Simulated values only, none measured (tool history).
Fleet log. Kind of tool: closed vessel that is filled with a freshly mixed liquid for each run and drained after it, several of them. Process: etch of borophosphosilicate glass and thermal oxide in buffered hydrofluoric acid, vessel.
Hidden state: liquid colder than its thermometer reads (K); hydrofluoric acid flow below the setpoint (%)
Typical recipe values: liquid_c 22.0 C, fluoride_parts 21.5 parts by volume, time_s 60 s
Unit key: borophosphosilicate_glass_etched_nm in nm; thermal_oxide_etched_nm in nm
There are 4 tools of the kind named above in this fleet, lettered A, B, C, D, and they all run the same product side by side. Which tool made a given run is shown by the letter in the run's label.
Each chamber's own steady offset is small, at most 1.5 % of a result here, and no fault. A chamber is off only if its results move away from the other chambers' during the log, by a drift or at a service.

run	hour	liquid_c	fluoride_parts	time_s	hours since the thermometer was replaced	hours since the hydrofluoric acid flow meter was replaced	read-back film thickness of the borophosphosilicate glass reference wafer, read on the same gauge (nm)	read-back film thickness of the thermal oxide reference wafer, read on the same gauge (nm)	borophosphosilicate_glass_etched_nm	thermal_oxide_etched_nm
1A	4.1	22.0	21.5	60	148.8	354.0	120.01	130.03	92.691	29.444
2C	11.2	22.0	21.5	60	307.4	477.0	120.02	129.96	92.207	29.402
3B	16.4	22.0	21.5	60	546.3	936.5	119.99	130.04	91.566	29.783
4D	21.0	22.0	21.5	60	411.6	968.0	120.02	129.98	91.124	29.548
5B	24.7	24.5	21.5	40	554.6	944.8	119.99	129.93	71.034	22.576
6A	29.2	24.5	21.5	40	173.9	379.1	119.99	130.00	72.616	22.423
7D	32.5	24.5	21.5	40	423.1	979.5	119.99	130.01	70.712	22.525
8C	39.0	24.5	21.5	40	335.2	504.8	120.01	130.01	71.489	22.506
9B	43.2	22.0	21.5	60	573.1	963.3	119.98	129.96	92.466	29.683
10A	48.8	22.0	21.5	60	193.5	398.7	120.00	129.97	94.326	29.116
11D	53.3	22.0	21.5	60	443.9	1000.3	120.00	130.01	94.012	29.542
# hour 57.0: chamber B: hydrofluoric acid flow meter replaced
12C	60.8	22.0	21.5	60	357.0	526.6	120.00	130.06	90.785	29.503
13A	66.5	22.0	21.5	60	211.2	416.4	120.02	129.95	94.276	29.324
14B	73.1	22.0	21.5	60	603.0	16.1	120.01	129.99	91.568	29.756
15D	77.2	22.0	21.5	60	467.8	1024.2	119.99	129.99	93.339	29.370
16C	83.3	22.0	21.5	60	379.5	549.1	119.97	129.98	92.022	29.605
17B	88.5	22.0	21.5	60	618.4	31.5	120.00	130.05	92.628	29.417
18A	94.1	22.0	21.5	60	238.8	444.0	120.01	130.04	93.680	29.736
19D	98.4	22.0	21.5	60	489.0	1045.4	120.04	130.00	90.573	29.123
20C	102.5	22.0	21.5	60	398.7	568.3	120.01	129.93	93.385	29.376
21A	108.9	22.0	21.5	60	253.6	458.8	120.00	129.98	93.147	28.995
22C	114.3	22.0	21.5	60	410.5	580.1	120.01	129.99	91.516	29.157
23B	118.1	22.0	21.5	60	648.0	61.1	119.99	130.00	92.862	29.813
24D	121.9	22.0	21.5	60	512.5	1068.9	119.99	130.05	91.235	29.386
25B	126.8	22.0	21.5	60	656.7	69.8	119.99	130.04	91.122	29.985
26A	133.2	22.0	21.5	60	277.9	483.1	119.99	130.02	93.669	29.225
27D	140.2	22.0	21.5	60	530.8	1087.2	120.00	130.03	92.454	29.519
28C	144.0	22.0	21.5	60	440.2	609.8	119.98	130.00	93.030	29.393
29C	148.3	22.0	21.5	60	444.5	614.1	120.00	129.97	92.758	29.375
30B	154.9	22.0	21.5	60	684.8	97.9	119.99	130.05	92.167	29.738
31D	161.5	22.0	21.5	60	552.1	1108.5	120.01	129.97	92.189	29.624
32A	168.3	22.0	21.5	60	313.0	518.2	120.01	130.01	94.339	29.529

Decide between three cases: one chamber stands off from its peers, the gauge reading all wafers drifts, or nothing is wrong past each chamber's small offset. Where a chamber is off, say which and what most likely put it there.

No chamber is off and the gauge is stable; the differences are just each chamber's small, constant offset.
